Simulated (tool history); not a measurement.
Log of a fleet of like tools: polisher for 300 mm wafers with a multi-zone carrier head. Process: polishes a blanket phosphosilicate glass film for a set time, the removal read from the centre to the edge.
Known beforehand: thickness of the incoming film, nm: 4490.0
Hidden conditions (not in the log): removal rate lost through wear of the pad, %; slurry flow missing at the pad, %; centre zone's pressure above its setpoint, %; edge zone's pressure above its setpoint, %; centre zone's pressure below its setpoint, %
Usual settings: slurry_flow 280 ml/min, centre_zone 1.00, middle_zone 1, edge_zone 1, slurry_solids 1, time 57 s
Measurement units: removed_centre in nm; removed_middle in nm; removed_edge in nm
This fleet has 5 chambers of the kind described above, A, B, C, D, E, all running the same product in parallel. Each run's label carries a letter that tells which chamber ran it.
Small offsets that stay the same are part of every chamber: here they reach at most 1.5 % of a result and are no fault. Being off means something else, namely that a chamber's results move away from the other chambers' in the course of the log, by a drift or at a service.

| run | day | slurry_flow | centre_zone | middle_zone | edge_zone | slurry_solids | time | wafers polished on this pad | hours since the slurry nozzle was cleaned | hours since the centre zone pressure was calibrated | hours since the edge zone pressure was calibrated | removed_centre | removed_middle | removed_edge |
|---|---|---|---|---|---|---|---|---|---|---|---|---|---|---|
|  | 0.071 | chamber E: worn pad replaced by a new one |
| 1D | 0.192 | 280 | 1.00 | 1 | 1 | 1 | 57 | 126 | 432.5 | 606.5 | 427.1 | 417.43 | 413.42 | 413.48 |
|  | 0.550 | chamber B: slurry nozzle cleaned |
|  | 0.596 | chamber C: worn pad replaced by a new one |
| 2C | 0.621 | 280 | 1.00 | 1 | 1 | 1 | 57 | 5 | 155.4 | 574.9 | 314.4 | 415.23 | 412.66 | 416.07 |
| 3A | 0.967 | 280 | 1.00 | 1 | 1 | 1 | 57 | 559 | 597.0 | 453.2 | 431.4 | 412.55 | 420.54 | 412.12 |
| 4E | 1.342 | 280 | 1.00 | 1 | 1 | 1 | 57 | 289 | 487.7 | 447.4 | 517.6 | 409.59 | 416.38 | 413.42 |
| 5B | 1.579 | 280 | 1.00 | 1 | 1 | 1 | 57 | 448 | 24.7 | 866.7 | 615.6 | 411.33 | 404.30 | 413.98 |
| 6B | 2.004 | 280 | 1.00 | 1 | 1 | 1 | 57 | 545 | 34.9 | 876.9 | 625.8 | 407.88 | 405.72 | 424.51 |
|  | 2.383 | chamber E: worn pad replaced by a new one |
| 7D | 2.404 | 280 | 1.00 | 1 | 1 | 1 | 57 | 628 | 485.6 | 659.6 | 480.2 | 416.23 | 403.66 | 404.86 |
| 8E | 2.617 | 280 | 1.00 | 1 | 1 | 1 | 57 | 53 | 518.3 | 478.0 | 548.2 | 408.22 | 415.48 | 410.46 |
|  | 2.842 | chamber A: worn pad replaced by a new one |
|  | 2.938 | chamber D: worn pad replaced by a new one |
| 9C | 2.967 | 280 | 1.00 | 1 | 1 | 1 | 57 | 538 | 211.7 | 631.2 | 370.7 | 409.14 | 410.09 | 409.40 |
| 10A | 3.304 | 280 | 1.00 | 1 | 1 | 1 | 57 | 105 | 653.1 | 509.3 | 487.5 | 414.13 | 408.18 | 417.27 |
|  | 3.471 | chamber E: slurry nozzle cleaned |
| 11D | 3.679 | 280 | 1.00 | 1 | 1 | 1 | 57 | 168 | 516.2 | 690.2 | 510.8 | 424.21 | 418.77 | 408.16 |
|  | 3.854 | chamber A: edge zone pressure recalibrated |
|  | 3.871 | chamber E: edge zone pressure recalibrated |
| 12B | 3.904 | 280 | 1.00 | 1 | 1 | 1 | 57 | 976 | 80.5 | 922.5 | 671.4 | 409.26 | 407.72 | 409.50 |
|  | 4.000 | chamber E: centre zone pressure recalibrated |
|  | 4.033 | chamber B: worn pad replaced by a new one |
| 13A | 4.196 | 280 | 0.92 | 1 | 1 | 1 | 57 | 307 | 674.5 | 530.7 | 8.2 | 377.15 | 417.83 | 415.33 |
| 14E | 4.404 | 280 | 0.92 | 1 | 1 | 1 | 57 | 458 | 22.4 | 9.8 | 12.8 | 375.32 | 420.97 | 409.01 |
| 15C | 4.775 | 280 | 0.92 | 1 | 1 | 1 | 57 | 948 | 255.1 | 674.6 | 414.1 | 372.24 | 413.82 | 412.08 |
|  | 4.967 | chamber E: worn pad replaced by a new one |
| 16E | 5.012 | 280 | 0.92 | 1 | 1 | 1 | 57 | 11 | 37.0 | 24.4 | 27.4 | 374.39 | 414.36 | 406.21 |
| 17B | 5.229 | 280 | 0.92 | 1 | 1 | 1 | 57 | 271 | 112.3 | 954.3 | 703.2 | 374.23 | 405.94 | 417.47 |
|  | 5.450 | chamber B: centre zone pressure recalibrated |
| 18A | 5.500 | 280 | 1.00 | 1 | 1 | 1 | 57 | 603 | 705.8 | 562.0 | 39.5 | 406.75 | 416.24 | 409.83 |
|  | 5.671 | chamber C: slurry nozzle cleaned |
| 19D | 5.850 | 280 | 1.00 | 1 | 1 | 1 | 57 | 661 | 568.3 | 742.3 | 562.9 | 408.59 | 404.55 | 402.30 |
| 20C | 6.112 | 280 | 1.00 | 1 | 1 | 1 | 57 | 1252 | 10.7 | 706.7 | 446.2 | 410.00 | 405.21 | 420.66 |
|  | 6.267 | chamber D: worn pad replaced by a new one |
| 21B | 6.488 | 280 | 1.00 | 1 | 1 | 1 | 57 | 557 | 142.5 | 24.9 | 733.4 | 414.81 | 400.09 | 418.02 |
| 22D | 6.733 | 200 | 1.00 | 1 | 1 | 1 | 57 | 106 | 589.5 | 763.5 | 584.1 | 398.34 | 396.84 | 400.84 |
|  | 7.075 | chamber A: centre zone pressure recalibrated |
| 23C | 7.129 | 200 | 1.00 | 1 | 1 | 1 | 57 | 1482 | 35.1 | 731.1 | 470.6 | 392.45 | 396.75 | 399.91 |
|  | 7.221 | chamber E: worn pad replaced by a new one |
| 24E | 7.408 | 200 | 1.00 | 1 | 1 | 1 | 57 | 43 | 94.5 | 81.9 | 84.9 | 387.98 | 390.77 | 391.51 |
|  | 7.712 | chamber C: worn pad replaced by a new one |
|  | 7.808 | chamber A: worn pad replaced by a new one |
|  | 7.838 | chamber D: centre zone pressure recalibrated |
| 25A | 7.842 | 200 | 1.00 | 1 | 1 | 1 | 57 | 8 | 762.0 | 18.4 | 95.7 | 396.26 | 396.23 | 399.01 |
|  | 7.883 | chamber D: slurry nozzle cleaned |
| 26C | 8.167 | 200 | 1.00 | 1 | 1 | 1 | 57 | 103 | 60.0 | 756.0 | 495.5 | 392.54 | 399.72 | 395.17 |
| 27E | 8.358 | 280 | 1.00 | 1 | 1 | 1 | 57 | 258 | 117.3 | 104.7 | 107.7 | 407.37 | 411.99 | 410.85 |
| 28D | 8.612 | 280 | 1.00 | 1 | 1 | 1 | 75 | 532 | 17.5 | 18.7 | 629.2 | 599.45 | 542.49 | 537.44 |
| 29A | 8.808 | 280 | 1.00 | 1 | 1 | 1 | 75 | 227 | 785.2 | 41.6 | 118.9 | 547.89 | 551.62 | 543.05 |
| 30B | 9.071 | 280 | 1.00 | 1 | 1 | 1 | 75 | 1143 | 204.5 | 86.9 | 795.4 | 542.34 | 533.49 | 541.46 |
|  | 9.104 | chamber B: worn pad replaced by a new one |
|  | 9.162 | chamber A: slurry nozzle cleaned |
| 31B | 9.312 | 280 | 1.00 | 1 | 1 | 1 | 75 | 47 | 210.3 | 92.7 | 801.2 | 541.28 | 540.82 | 538.25 |
| 32C | 9.508 | 280 | 1.00 | 1 | 1 | 1 | 75 | 407 | 92.2 | 788.2 | 527.7 | 545.18 | 538.79 | 538.49 |
|  | 9.679 | chamber D: worn pad replaced by a new one |
| 33E | 9.742 | 280 | 1.00 | 1 | 1 | 1 | 57 | 572 | 150.5 | 137.9 | 140.9 | 406.29 | 413.81 | 408.52 |
|  | 9.904 | chamber E: worn pad replaced by a new one |
| 34D | 10.188 | 280 | 1.00 | 1 | 1 | 1 | 57 | 115 | 55.3 | 56.5 | 667.0 | 453.01 | 408.78 | 410.35 |
| 35A | 10.479 | 280 | 1.00 | 1 | 1 | 1 | 57 | 606 | 31.6 | 81.7 | 159.0 | 410.78 | 416.64 | 405.26 |
| 36A | 10.725 | 280 | 1.00 | 1 | 1 | 1 | 57 | 662 | 37.5 | 87.6 | 164.9 | 410.90 | 419.33 | 411.39 |
| 37B | 10.917 | 330 | 1.00 | 1 | 1 | 1 | 57 | 411 | 248.8 | 131.2 | 839.7 | 413.84 | 413.56 | 413.42 |
| 38D | 11.217 | 330 | 1.00 | 1 | 1 | 1 | 57 | 349 | 80.0 | 81.2 | 691.7 | 463.77 | 413.99 | 418.84 |
| 39C | 11.612 | 330 | 1.00 | 1 | 1 | 1 | 57 | 885 | 142.7 | 838.7 | 578.2 | 424.50 | 421.06 | 413.63 |
| 40E | 11.838 | 330 | 1.00 | 1 | 1 | 1 | 57 | 439 | 200.8 | 188.2 | 191.2 | 416.79 | 429.45 | 417.91 |
| 41A | 12.229 | 330 | 1.00 | 1 | 1 | 1 | 57 | 1003 | 73.6 | 123.7 | 201.0 | 421.76 | 429.12 | 411.76 |

Which is it: a chamber that has drifted or been left off by a service, a gauge drift common to all chambers, or only each chamber's usual small offset? If a chamber is off, name it and its likeliest cause.

Chamber D came out of a service off from its peers and stayed that way.
Cause: centre zone's pressure above its setpoint, % = 8.62.

Chamber D could run next with any of the 4 candidate recipes listed below; each alters the usual settings, and their results appear as question marks. Which one brings its results back in line with what the other chambers deliver on the usual settings?
In line here means within this much of the mean the other chambers give on the usual settings: removed_centre 11.00 nm; removed_middle 15.00 nm; removed_edge 15.00 nm
| 42D-1 | 12.546 | 285 | 1.09 | 0.98 | 0.97 | 1 | 57 |  |  |  |  | ? | ? | ? |
| 42D-2 | 12.546 | 285 | 1.04 | 0.99 | 0.99 | 1 | 57 |  |  |  |  | ? | ? | ? |
| 42D-3 | 12.546 | 275 | 0.92 | 1.02 | 1.03 | 1 | 57 |  |  |  |  | ? | ? | ? |
| 42D-4 | 12.546 | 275 | 0.96 | 1.01 | 1.01 | 1 | 57 |  |  |  |  | ? | ? | ? |

Other chambers, usual settings, mean: removed_centre 411.62 nm; removed_middle 411.95 nm; removed_edge 410.74 nm
| run | removed_centre | removed_middle | removed_edge |
|---|---|---|---|
| 42D-1 | 496.94 | 399.58 | 402.70 |
| 42D-2 | 472.31 | 403.45 | 406.97 |
| 42D-3 | 411.52 | 413.47 | 414.26 |
| 42D-4 | 431.14 | 409.63 | 410.02 |
42D-3 brings the chamber back in line.

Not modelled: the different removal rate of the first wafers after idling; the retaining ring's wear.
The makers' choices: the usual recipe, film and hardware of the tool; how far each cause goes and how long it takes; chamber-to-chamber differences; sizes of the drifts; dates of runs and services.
